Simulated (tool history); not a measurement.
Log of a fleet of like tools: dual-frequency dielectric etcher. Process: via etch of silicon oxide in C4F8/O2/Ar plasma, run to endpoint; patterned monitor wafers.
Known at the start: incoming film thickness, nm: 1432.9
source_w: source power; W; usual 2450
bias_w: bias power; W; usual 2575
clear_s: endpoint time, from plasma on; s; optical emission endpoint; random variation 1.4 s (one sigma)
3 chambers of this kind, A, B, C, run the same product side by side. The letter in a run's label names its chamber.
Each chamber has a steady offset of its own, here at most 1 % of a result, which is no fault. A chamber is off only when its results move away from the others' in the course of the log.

run,hour,source_w,bias_w,hours since the last wet clean,hours since the last source power generator calibration,hours since the last bias power generator calibration,clear_s
# hour 1.1: chamber B: wet clean of the chamber
1A,6.8,2450,2575,306.2,1050.2,1853.3,244.2
2B,13.3,2450,2575,12.2,457.8,478.6,241.09
3C,18.5,2450,2575,246.8,410.6,1616.4,244.05
4B,28.8,2450,2575,27.7,473.3,494.1,240.2
5A,34,2450,2575,333.4,1077.4,1880.5,244.68
6C,39.4,2450,2575,267.7,431.5,1637.3,240.88
7A,46.9,2450,2575,346.3,1090.3,1893.4,246.16
8B,52.7,2450,2575,51.6,497.2,518,241.15
9C,60.9,2450,2575,289.2,453,1658.8,243.16
10B,68.2,2450,2575,67.1,512.7,533.5,240.24
11A,77.4,2740,2957,376.8,1120.8,1923.9,224.43
12C,86.9,2740,2957,315.2,479,1684.8,221.81
13B,91.7,2740,2957,90.6,536.2,557,220.44
14A,102,2450,2575,401.4,1145.4,1948.5,243.51
15C,112.4,2450,2575,340.7,504.5,1710.3,242.89
16A,121.4,2450,2575,420.8,1164.8,1967.9,243.52
17B,126.9,2450,2575,125.8,571.4,592.2,240.66
18C,132.8,2450,3143,361.1,524.9,1730.7,227.99
19B,139.1,2450,3143,138,583.6,604.4,225.85
20A,145,2450,3143,444.4,1188.4,1991.5,228.63
21C,154.6,3040,3139,382.9,546.7,1752.5,209.59

All 3 chambers run these settings next. Forecast each chamber's results:
22A,162.4,2450,2893,,,,?
22B,162.4,2450,2893,,,,?
22C,162.4,2450,2893,,,,?

run,clear_s
22A,234.14
22B,233.49
22C,236.46
